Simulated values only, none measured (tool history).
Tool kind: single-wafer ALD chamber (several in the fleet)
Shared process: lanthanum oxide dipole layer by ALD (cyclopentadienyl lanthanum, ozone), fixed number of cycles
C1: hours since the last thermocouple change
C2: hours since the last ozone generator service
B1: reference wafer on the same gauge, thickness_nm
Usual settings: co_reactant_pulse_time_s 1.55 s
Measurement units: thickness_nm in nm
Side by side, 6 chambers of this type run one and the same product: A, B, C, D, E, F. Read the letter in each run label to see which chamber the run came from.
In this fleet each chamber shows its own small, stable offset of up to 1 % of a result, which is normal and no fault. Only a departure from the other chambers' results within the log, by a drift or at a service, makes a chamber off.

Run 1C, hour 9.1: usual settings; C1 981.9; C2 40.0; B1 0.52803. Result: thickness_nm 0.55029 nm.
Run 2D, hour 18.0: usual settings; C1 453.8; C2 763.4; B1 0.52816. Result: thickness_nm 0.55500 nm.
At hour 19.6: chamber F: thermocouple changed; heater temperature recalibrated.
Run 3F, hour 23.2: usual settings; C1 3.6; C2 1131.3; B1 0.52825. Result: thickness_nm 0.55403 nm.
At hour 32.5: chamber F: ozone generator serviced.
Run 4E, hour 32.6: usual settings; C1 113.2; C2 237.6; B1 0.52839. Result: thickness_nm 0.55202 nm.
Run 5A, hour 38.2: usual settings; C1 1827.3; C2 271.2; B1 0.52842. Result: thickness_nm 0.55565 nm.
Run 6B, hour 44.8: usual settings; C1 722.9; C2 965.3; B1 0.52851. Result: thickness_nm 0.54926 nm.
Run 7B, hour 49.3: usual settings; C1 727.4; C2 969.8; B1 0.52869. Result: thickness_nm 0.54899 nm.
Run 8D, hour 56.4: usual settings; C1 492.2; C2 801.8; B1 0.52883. Result: thickness_nm 0.55500 nm.
Run 9E, hour 64.2: usual settings but co_reactant_pulse_time_s 1.91 s; C1 144.8; C2 269.2; B1 0.52876. Result: thickness_nm 0.56348 nm.
At hour 65.2: chamber B: ozone generator serviced.
Run 10F, hour 71.6: usual settings but co_reactant_pulse_time_s 1.91 s; C1 52.0; C2 39.2; B1 0.52864. Result: thickness_nm 0.56792 nm.
Run 11A, hour 76.9: usual settings but co_reactant_pulse_time_s 1.91 s; C1 1866.0; C2 309.9; B1 0.52895. Result: thickness_nm 0.56901 nm.
Run 12C, hour 85.2: usual settings but co_reactant_pulse_time_s 1.91 s; C1 1058.0; C2 116.1; B1 0.52897. Result: thickness_nm 0.56276 nm.
Run 13F, hour 94.9: usual settings but co_reactant_pulse_time_s 1.91 s; C1 75.3; C2 62.5; B1 0.52891. Result: thickness_nm 0.56709 nm.
Run 14A, hour 104.4: usual settings but co_reactant_pulse_time_s 1.91 s; C1 1893.5; C2 337.4; B1 0.52933. Result: thickness_nm 0.57043 nm.
Run 15E, hour 112.8: usual settings; C1 193.4; C2 317.8; B1 0.52938. Result: thickness_nm 0.55155 nm.
Run 16B, hour 117.9: usual settings; C1 796.0; C2 52.8; B1 0.52946. Result: thickness_nm 0.55213 nm.
Run 17D, hour 125.6: usual settings; C1 561.4; C2 871.0; B1 0.52944. Result: thickness_nm 0.55514 nm.
Run 18C, hour 131.1: usual settings; C1 1103.9; C2 162.0; B1 0.52975. Result: thickness_nm 0.55146 nm.
Run 19D, hour 139.4: usual settings but co_reactant_pulse_time_s 0.95 s; C1 575.2; C2 884.8; B1 0.53006. Result: thickness_nm 0.49510 nm.
Run 20B, hour 149.0: usual settings but co_reactant_pulse_time_s 0.95 s; C1 827.1; C2 83.9; B1 0.52994. Result: thickness_nm 0.49260 nm.
Run 21C, hour 154.1: usual settings but co_reactant_pulse_time_s 0.95 s; C1 1126.9; C2 185.0; B1 0.53002. Result: thickness_nm 0.49308 nm.
Run 22A, hour 162.5: usual settings but co_reactant_pulse_time_s 0.95 s; C1 1951.6; C2 395.5; B1 0.53009. Result: thickness_nm 0.49239 nm.
Run 23E, hour 168.2: usual settings but co_reactant_pulse_time_s 0.95 s; C1 248.8; C2 373.2; B1 0.53014. Result: thickness_nm 0.48973 nm.
Run 24F, hour 173.8: usual settings but co_reactant_pulse_time_s 0.95 s; C1 154.2; C2 141.4; B1 0.53003. Result: thickness_nm 0.49529 nm.
Run 25B, hour 183.2: usual settings; C1 861.3; C2 118.1; B1 0.53032. Result: thickness_nm 0.54941 nm.
Run 26D, hour 188.8: usual settings; C1 624.6; C2 934.2; B1 0.53025. Result: thickness_nm 0.55621 nm.
Run 27A, hour 198.6: usual settings; C1 1987.7; C2 431.6; B1 0.53044. Result: thickness_nm 0.55664 nm.
Run 28C, hour 207.5: usual settings; C1 1180.3; C2 238.4; B1 0.53067. Result: thickness_nm 0.55210 nm.
Run 29F, hour 217.1: usual settings but co_reactant_pulse_time_s 1.26 s; C1 197.5; C2 184.7; B1 0.53083. Result: thickness_nm 0.53515 nm.
Run 30E, hour 224.2: usual settings but co_reactant_pulse_time_s 1.26 s; C1 304.8; C2 429.2; B1 0.53088. Result: thickness_nm 0.53183 nm.
Run 31F, hour 230.4: usual settings but co_reactant_pulse_time_s 1.26 s; C1 210.8; C2 198.0; B1 0.53115. Result: thickness_nm 0.53571 nm.
Run 32E, hour 239.5: usual settings but co_reactant_pulse_time_s 1.26 s; C1 320.1; C2 444.5; B1 0.53094. Result: thickness_nm 0.53232 nm.
At hour 246.8: chamber D: ozone generator serviced.
Run 33B, hour 247.5: usual settings but co_reactant_pulse_time_s 1.26 s; C1 925.6; C2 182.4; B1 0.53117. Result: thickness_nm 0.53021 nm.
Run 34A, hour 257.2: usual settings but co_reactant_pulse_time_s 1.26 s; C1 2046.3; C2 490.2; B1 0.53152. Result: thickness_nm 0.53528 nm.
Run 35D, hour 264.9: usual settings; C1 700.7; C2 18.2; B1 0.53154. Result: thickness_nm 0.55728 nm.
Run 36C, hour 273.9: usual settings; C1 1246.7; C2 304.8; B1 0.53134. Result: thickness_nm 0.55265 nm.
Run 37C, hour 283.3: usual settings; C1 1256.1; C2 314.2; B1 0.53189. Result: thickness_nm 0.55221 nm.

Next, all 6 chambers run the settings below, one line each with question marks for the results. What does each chamber give?
Run 38A, hour 290.8: usual settings but co_reactant_pulse_time_s 1.00 s. Result: thickness_nm ?.
Run 38B, hour 290.8: usual settings but co_reactant_pulse_time_s 1.00 s. Result: thickness_nm ?.
Run 38C, hour 290.8: usual settings but co_reactant_pulse_time_s 1.00 s. Result: thickness_nm ?.
Run 38D, hour 290.8: usual settings but co_reactant_pulse_time_s 1.00 s. Result: thickness_nm ?.
Run 38E, hour 290.8: usual settings but co_reactant_pulse_time_s 1.00 s. Result: thickness_nm ?.
Run 38F, hour 290.8: usual settings but co_reactant_pulse_time_s 1.00 s. Result: thickness_nm ?.

run  thickness_nm
38A       0.50328
38B       0.50231
38C       0.50160
38D       0.50642
38E       0.50066
38F       0.50441
